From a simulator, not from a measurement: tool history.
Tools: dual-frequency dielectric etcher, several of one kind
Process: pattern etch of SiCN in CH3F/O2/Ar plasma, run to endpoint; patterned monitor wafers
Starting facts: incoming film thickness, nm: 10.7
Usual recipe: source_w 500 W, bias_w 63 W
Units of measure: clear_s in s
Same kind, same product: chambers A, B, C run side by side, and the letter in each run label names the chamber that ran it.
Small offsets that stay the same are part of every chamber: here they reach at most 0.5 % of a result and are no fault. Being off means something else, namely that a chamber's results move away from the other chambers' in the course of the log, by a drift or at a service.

| run | day | source_w | bias_w | hours since the last wet clean | hours since the last source power generator calibration | hours since the last bias power generator calibration | clear_s |
|---|---|---|---|---|---|---|---|
| 1A | 0.192 | 500 | 63 | 285.9 | 2992.8 | 1019.8 | 27.554 |
| 2B | 0.438 | 500 | 63 | 200.1 | 1773.3 | 1831.1 | 27.285 |
| 3C | 0.679 | 500 | 63 | 85.9 | 669.3 | 3489.5 | 27.527 |
| 4B | 0.917 | 500 | 63 | 211.6 | 1784.8 | 1842.6 | 27.57 |
| 5C | 1.088 | 500 | 63 | 95.7 | 679.1 | 3499.3 | 27.396 |
| 6A | 1.279 | 500 | 63 | 312 | 3018.9 | 1045.9 | 27.521 |
| 7A | 1.55 | 500 | 63 | 318.5 | 3025.4 | 1052.4 | 27.392 |
| 8B | 1.779 | 500 | 63 | 232.3 | 1805.5 | 1863.3 | 27.258 |
|  | 1.992 | chamber A: wet clean of the chamber |
| 9C | 1.996 | 500 | 63 | 117.5 | 700.9 | 3521.1 | 27.554 |
| 10B | 2.242 | 500 | 63 | 243.4 | 1816.6 | 1874.4 | 27.184 |
|  | 2.304 | chamber C: bias power generator calibrated |
| 11C | 2.5 | 460 | 48 | 129.6 | 713 | 4.8 | 31.026 |
| 12A | 2.717 | 460 | 48 | 17.5 | 3053.4 | 1080.4 | 30.85 |
| 13B | 2.871 | 460 | 48 | 258.5 | 1831.7 | 1889.5 | 30.594 |
| 14A | 3.138 | 500 | 63 | 27.6 | 3063.5 | 1090.5 | 27.241 |
| 15C | 3.312 | 500 | 63 | 149.1 | 732.5 | 24.3 | 27.502 |
| 16A | 3.508 | 500 | 63 | 36.5 | 3072.4 | 1099.4 | 27.621 |
| 17B | 3.696 | 580 | 78 | 278.3 | 1851.5 | 1909.3 | 24.069 |
| 18C | 3.896 | 580 | 78 | 163.1 | 746.5 | 38.3 | 24.083 |
| 19A | 4.112 | 580 | 78 | 51 | 3086.9 | 1113.9 | 24.12 |
| 20C | 4.3 | 500 | 63 | 172.8 | 756.2 | 48 | 27.234 |

One chamber off, gauge drift, or nothing amiss beyond the chambers' own small offsets? If it is a chamber, which one, and what is the likeliest cause?

No chamber is off and the gauge is stable; the differences are just each chamber's small, constant offset.
